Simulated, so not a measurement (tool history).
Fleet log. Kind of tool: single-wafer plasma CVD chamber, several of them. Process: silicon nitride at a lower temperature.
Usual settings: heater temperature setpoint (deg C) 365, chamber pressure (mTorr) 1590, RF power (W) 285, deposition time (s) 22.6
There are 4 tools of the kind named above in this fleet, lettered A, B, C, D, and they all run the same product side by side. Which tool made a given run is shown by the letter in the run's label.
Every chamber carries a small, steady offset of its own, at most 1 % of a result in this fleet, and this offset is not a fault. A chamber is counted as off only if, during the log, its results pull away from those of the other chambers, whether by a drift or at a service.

run   hour  heater temperature setpoint (deg C)  chamber pressure (mTorr)  RF power (W)  deposition time (s)  read-back reference wafer on the same gauge, thickness_nm  mean film thickness on the monitor wafer (Å)
 1A   13.3                                  365                      1590           285                 22.6                                                     28.592                                        254.41
 2B   29.2                                  365                      1590           285                 22.6                                                     28.584                                        253.24
 3C   37.1                                  365                      1590           285                 22.6                                                      28.58                                        252.53
 4D     51                                  365                      1590           285                 22.6                                                     28.581                                        254.28
 5A   61.9                                  365                      1590           250                 22.6                                                     28.576                                        233.23
 6B   74.9                                  365                      1590           250                 22.6                                                     28.558                                        231.71
 7C   89.4                                  365                      1590           250                 22.6                                                     28.543                                        231.22
 8D  100.4                                  365                      1590           250                 22.6                                                     28.547                                        232.32
 9D  113.7                                  365                      1590           285                 22.6                                                     28.536                                        254.95
10C  123.3                                  365                      1590           285                 22.6                                                     28.522                                        252.77
11B  138.8                                  365                      1590           285                 22.6                                                     28.531                                        253.13
12A  147.3                                  365                      1590           330                 22.6                                                     28.524                                        280.37
13C  156.3                                  365                      1590           330                 22.6                                                     28.499                                        277.87
14D  169.9                                  365                      1590           330                 22.6                                                     28.505                                        279.71
15A  184.8                                  365                      1590           330                 22.6                                                     28.488                                        279.39
16B  199.8                                  365                      1590           285                 22.6                                                     28.483                                        252.57
17D  213.3                                  365                      1280           340                 22.6                                                     28.472                                        267.18
18B  220.5                                  365                      1280           340                 22.6                                                     28.485                                        267.41
19C  228.8                                  365                      1280           340                 22.6                                                     28.455                                        266.12
20A  235.8                                  365                      1280           340                 22.6                                                     28.472                                        267.77
21B  243.7                                  365                      1590           285                 22.6                                                     28.474                                         253.1
22A  253.1                                  365                      1440           285                 22.6                                                     28.456                                        246.78
23D  265.2                                  365                      1440           285                 22.6                                                      28.45                                        245.91
24C  278.5                                  365                      1440           285                 22.6                                                     28.438                                        243.99
25B  287.2                                  365                      1440           285                 22.6                                                     28.443                                        245.89
26D  296.5                                  365                      1590           285                 22.6                                                     28.434                                         253.4
27C  303.5                                  365                      1590           285                 22.6                                                     28.425                                        251.35
28A  314.4                                  365                      1590           285                 22.6                                                     28.425                                        253.07
29D  321.7                                  365                      1590           285                 22.6                                                     28.433                                        254.28
30A  337.5                                  365                      1590           285                 20.1                                                     28.397                                        225.54
31C  346.1                                  365                      1590           285                 20.1                                                     28.401                                        223.26

Is one chamber off against the others, does the gauge drift, or is nothing wrong? If a chamber is off, say which, and what the likeliest cause is.

The gauge drifts, so all chambers seem to drift together. No chamber is off.
Cause: gauge reads low (%) = 0.716.

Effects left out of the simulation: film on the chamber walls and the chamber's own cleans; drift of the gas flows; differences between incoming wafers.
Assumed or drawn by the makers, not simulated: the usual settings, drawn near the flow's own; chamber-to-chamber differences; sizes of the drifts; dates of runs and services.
